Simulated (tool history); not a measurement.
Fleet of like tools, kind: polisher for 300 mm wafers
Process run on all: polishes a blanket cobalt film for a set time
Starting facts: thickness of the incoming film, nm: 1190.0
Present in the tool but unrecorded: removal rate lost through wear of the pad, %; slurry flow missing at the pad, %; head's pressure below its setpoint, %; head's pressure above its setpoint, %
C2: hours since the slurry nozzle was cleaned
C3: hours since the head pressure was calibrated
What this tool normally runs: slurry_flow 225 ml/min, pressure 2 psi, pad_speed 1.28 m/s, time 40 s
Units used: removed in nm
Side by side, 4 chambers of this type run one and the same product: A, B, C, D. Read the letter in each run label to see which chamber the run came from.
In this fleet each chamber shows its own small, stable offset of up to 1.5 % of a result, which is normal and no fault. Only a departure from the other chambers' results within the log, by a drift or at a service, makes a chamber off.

Run 1B, hour 2.9: usual settings; wafers polished on this pad 946; C2 177.9; C3 1354.5. Result: removed 221.56 nm.
At hour 3.4: chamber A: slurry nozzle cleaned.
Run 2D, hour 8: usual settings; wafers polished on this pad 272; C2 47.6; C3 72.7. Result: removed 224.28 nm.
Run 3C, hour 12.1: usual settings; wafers polished on this pad 396; C2 167.4; C3 725.7. Result: removed 221.7 nm.
At hour 13.5: chamber A: worn pad replaced by a new one.
Run 4A, hour 15.9: usual settings; wafers polished on this pad 34; C2 12.6; C3 383.3. Result: removed 226.17 nm.
Run 5D, hour 18.4: usual settings; wafers polished on this pad 420; C2 58; C3 83.1. Result: removed 225.07 nm.
Run 6A, hour 22.4: usual settings; wafers polished on this pad 127; C2 19.1; C3 389.8. Result: removed 222.56 nm.
At hour 23.3: chamber C: worn pad replaced by a new one.
Run 7B, hour 27.8: usual settings but time 51 s; wafers polished on this pad 1301; C2 202.8; C3 1379.4. Result: removed 280.42 nm.
Run 8C, hour 31.7: usual settings but time 51 s; wafers polished on this pad 121; C2 187; C3 745.3. Result: removed 284.11 nm.
Run 9A, hour 35.3: usual settings but time 51 s; wafers polished on this pad 311; C2 32; C3 402.7. Result: removed 287.01 nm.
At hour 40.1: chamber B: worn pad replaced by a new one.
Run 10D, hour 40.8: usual settings but time 51 s; wafers polished on this pad 740; C2 80.4; C3 105.5. Result: removed 284.91 nm.
Run 11C, hour 44.3: usual settings; wafers polished on this pad 300; C2 199.6; C3 757.9. Result: removed 223.73 nm.
Run 12B, hour 47.8: usual settings but pad_speed 1.66 m/s; wafers polished on this pad 109; C2 222.8; C3 1399.4. Result: removed 289.08 nm.
Run 13B, hour 51: usual settings but pad_speed 1.66 m/s; wafers polished on this pad 155; C2 226; C3 1402.6. Result: removed 295.45 nm.
At hour 54.8: chamber A: worn pad replaced by a new one.
Run 14A, hour 55.4: usual settings but pad_speed 1.66 m/s; wafers polished on this pad 8; C2 52.1; C3 422.8. Result: removed 294.21 nm.
Run 15C, hour 57.8: usual settings but pad_speed 1.66 m/s; wafers polished on this pad 493; C2 213.1; C3 771.4. Result: removed 292.7 nm.
Run 16D, hour 60.7: usual settings; wafers polished on this pad 1024; C2 100.3; C3 125.4. Result: removed 221.52 nm.
Run 17B, hour 65.9: usual settings; wafers polished on this pad 367; C2 240.9; C3 1417.5. Result: removed 226.41 nm.
At hour 66.1: chamber C: worn pad replaced by a new one.
Run 18C, hour 70.4: usual settings; wafers polished on this pad 62; C2 225.7; C3 784. Result: removed 216.49 nm.
Run 19A, hour 73.5: usual settings; wafers polished on this pad 267; C2 70.2; C3 440.9. Result: removed 223.99 nm.
Run 20D, hour 78: usual settings; wafers polished on this pad 1270; C2 117.6; C3 142.7. Result: removed 220.48 nm.
Run 21C, hour 81.5: usual settings; wafers polished on this pad 220; C2 236.8; C3 795.1. Result: removed 222.5 nm.
Run 22A, hour 86: usual settings; wafers polished on this pad 445; C2 82.7; C3 453.4. Result: removed 225.78 nm.
At hour 89.2: chamber A: worn pad replaced by a new one.
At hour 90.2: chamber B: head pressure recalibrated.
Run 23B, hour 91.5: usual settings but pressure 1.4 psi, time 52 s; wafers polished on this pad 733; C2 266.5; C3 1.4. Result: removed 221.73 nm.
At hour 94: chamber B: slurry nozzle cleaned.
Run 24D, hour 96.4: usual settings but pressure 1.4 psi, time 52 s; wafers polished on this pad 1533; C2 136; C3 161.1. Result: removed 202.31 nm.
Run 25B, hour 101.2: usual settings but pressure 1.4 psi, time 52 s; wafers polished on this pad 871; C2 7.3; C3 11.1. Result: removed 221.44 nm.
At hour 103.2: chamber D: worn pad replaced by a new one.
Run 26C, hour 104.6: usual settings but pressure 1.4 psi, time 52 s; wafers polished on this pad 550; C2 259.9; C3 818.2. Result: removed 198.42 nm.
At hour 105.3: chamber C: worn pad replaced by a new one.
At hour 107.1: chamber C: slurry nozzle cleaned.
Run 27D, hour 107.6: usual settings; wafers polished on this pad 63; C2 147.2; C3 172.3. Result: removed 226.01 nm.
Run 28A, hour 111.5: usual settings; wafers polished on this pad 319; C2 108.2; C3 478.9. Result: removed 223.42 nm.
Run 29A, hour 114.7: usual settings; wafers polished on this pad 364; C2 111.4; C3 482.1. Result: removed 221.22 nm.
Run 30C, hour 117.1: usual settings but slurry_flow 195 ml/min; wafers polished on this pad 169; C2 10.1; C3 830.7. Result: removed 219.1 nm.
Run 31B, hour 122.1: usual settings but slurry_flow 195 ml/min; wafers polished on this pad 1169; C2 28.2; C3 32. Result: removed 235.91 nm.
Run 32D, hour 126.1: usual settings but slurry_flow 195 ml/min; wafers polished on this pad 327; C2 165.7; C3 190.8. Result: removed 218.66 nm.
Run 33D, hour 131: usual settings but slurry_flow 195 ml/min; wafers polished on this pad 397; C2 170.6; C3 195.7. Result: removed 217.8 nm.
At hour 132.2: chamber A: worn pad replaced by a new one.
Run 34A, hour 135.7: usual settings; wafers polished on this pad 50; C2 132.4; C3 503.1. Result: removed 223.72 nm.
At hour 136: chamber B: worn pad replaced by a new one.
Run 35C, hour 140.5: usual settings; wafers polished on this pad 502; C2 33.5; C3 854.1. Result: removed 221.17 nm.
Run 36B, hour 143.7: usual settings but pressure 2.6 psi, time 52 s; wafers polished on this pad 110; C2 49.8; C3 53.6. Result: removed 413.56 nm.
Run 37A, hour 146.7: usual settings but pressure 2.6 psi, time 52 s; wafers polished on this pad 207; C2 143.4; C3 514.1. Result: removed 377.96 nm.
At hour 147.3: chamber C: worn pad replaced by a new one.
Run 38C, hour 150.8: usual settings but pressure 2.6 psi, time 52 s; wafers polished on this pad 50; C2 43.8; C3 864.4. Result: removed 378.16 nm.

Each of the 4 chambers runs these same settings next. Fill in every chamber's results:
Run 39A, hour 154.8: usual settings but pressure 2.4 psi. Result: removed ?.
Run 39B, hour 154.8: usual settings but pressure 2.4 psi. Result: removed ?.
Run 39C, hour 154.8: usual settings but pressure 2.4 psi. Result: removed ?.
Run 39D, hour 154.8: usual settings but pressure 2.4 psi. Result: removed ?.

run  removed
39A      273
39B   290.73
39C   267.91
39D   267.73
